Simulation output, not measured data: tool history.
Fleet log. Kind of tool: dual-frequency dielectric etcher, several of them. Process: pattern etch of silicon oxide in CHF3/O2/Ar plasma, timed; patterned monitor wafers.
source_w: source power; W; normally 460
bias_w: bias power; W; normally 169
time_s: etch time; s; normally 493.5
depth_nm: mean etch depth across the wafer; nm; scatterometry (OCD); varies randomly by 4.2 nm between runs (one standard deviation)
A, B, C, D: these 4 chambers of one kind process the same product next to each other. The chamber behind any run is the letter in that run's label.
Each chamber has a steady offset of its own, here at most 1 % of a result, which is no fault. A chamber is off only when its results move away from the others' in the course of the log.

| run | hour | source_w | bias_w | time_s | hours since the last wet clean | hours since the last source power generator calibration | hours since the last bias power generator calibration | read-back reference wafer on the same gauge, depth_nm | depth_nm |
|---|---|---|---|---|---|---|---|---|---|
| 1D | 7.5 | 460 | 169 | 493.5 | 511.8 | 4425.8 | 1549.4 | 887.90 | 863.95 |
| 2B | 14.7 | 460 | 169 | 493.5 | 443.4 | 2101.0 | 1167.7 | 887.53 | 855.61 |
| 3A | 24.3 | 460 | 169 | 493.5 | 57.9 | 758.4 | 3912.8 | 888.40 | 851.85 |
| 4C | 32.6 | 460 | 169 | 493.5 | 382.4 | 416.1 | 1068.2 | 888.15 | 872.01 |
| 5C | 42.1 | 460 | 169 | 493.5 | 391.9 | 425.6 | 1077.7 | 888.67 | 875.93 |
|  | 47.0 | chamber C: wet clean of the chamber |
|  | 52.9 | chamber D: wet clean of the chamber |
| 6B | 55.0 | 460 | 169 | 493.5 | 483.7 | 2141.3 | 1208.0 | 888.36 | 859.04 |
| 7D | 63.5 | 530 | 169 | 615.5 | 10.7 | 4481.8 | 1605.4 | 888.87 | 1142.80 |
| 8A | 77.2 | 530 | 169 | 615.5 | 110.8 | 811.3 | 3965.7 | 887.14 | 1124.90 |
| 9D | 92.2 | 530 | 169 | 615.5 | 39.4 | 4510.5 | 1634.1 | 887.95 | 1137.70 |
| 10C | 102.0 | 530 | 169 | 615.5 | 55.0 | 485.5 | 1137.6 | 888.56 | 1147.10 |
| 11B | 108.9 | 460 | 169 | 493.5 | 537.6 | 2195.2 | 1261.9 | 887.86 | 859.47 |
|  | 109.6 | chamber B: source power generator calibrated |
| 12A | 117.0 | 460 | 169 | 493.5 | 150.6 | 851.1 | 4005.5 | 889.11 | 857.23 |
| 13B | 125.3 | 460 | 194 | 493.5 | 554.0 | 15.7 | 1278.3 | 887.74 | 898.17 |
| 14C | 139.7 | 460 | 194 | 493.5 | 92.7 | 523.2 | 1175.3 | 887.75 | 907.94 |
| 15D | 153.5 | 460 | 194 | 493.5 | 100.7 | 4571.8 | 1695.4 | 888.93 | 912.86 |
| 16A | 165.6 | 460 | 194 | 493.5 | 199.2 | 899.7 | 4054.1 | 887.84 | 891.65 |
| 17B | 173.4 | 560 | 169 | 631.5 | 602.1 | 63.8 | 1326.4 | 887.92 | 1181.30 |
| 18A | 187.3 | 560 | 169 | 631.5 | 220.9 | 921.4 | 4075.8 | 889.18 | 1185.40 |
| 19C | 194.7 | 560 | 169 | 631.5 | 147.7 | 578.2 | 1230.3 | 889.74 | 1199.70 |
| 20D | 207.9 | 560 | 169 | 631.5 | 155.1 | 4626.2 | 1749.8 | 887.55 | 1199.60 |
| 21A | 215.1 | 460 | 169 | 493.5 | 248.7 | 949.2 | 4103.6 | 888.10 | 861.68 |
|  | 222.2 | chamber D: source power generator calibrated |
| 22B | 228.7 | 460 | 169 | 493.5 | 657.4 | 119.1 | 1381.7 | 888.31 | 866.43 |
| 23C | 242.4 | 460 | 169 | 493.5 | 195.4 | 625.9 | 1278.0 | 888.10 | 869.80 |
| 24D | 255.7 | 460 | 169 | 493.5 | 202.9 | 33.5 | 1797.6 | 888.11 | 871.04 |
|  | 259.2 | chamber B: wet clean of the chamber |
| 25B | 262.4 | 460 | 169 | 493.5 | 3.3 | 152.8 | 1415.4 | 887.10 | 869.87 |

The same settings go to every chamber for the next run, one line per chamber below. Forecast the results for each:
| 26A | 273.1 | 460 | 169 | 493.5 |  |  |  |  | ? |
| 26B | 273.1 | 460 | 169 | 493.5 |  |  |  |  | ? |
| 26C | 273.1 | 460 | 169 | 493.5 |  |  |  |  | ? |
| 26D | 273.1 | 460 | 169 | 493.5 |  |  |  |  | ? |

| run | depth_nm |
|---|---|
| 26A | 854.87 |
| 26B | 863.65 |
| 26C | 873.44 |
| 26D | 871.25 |
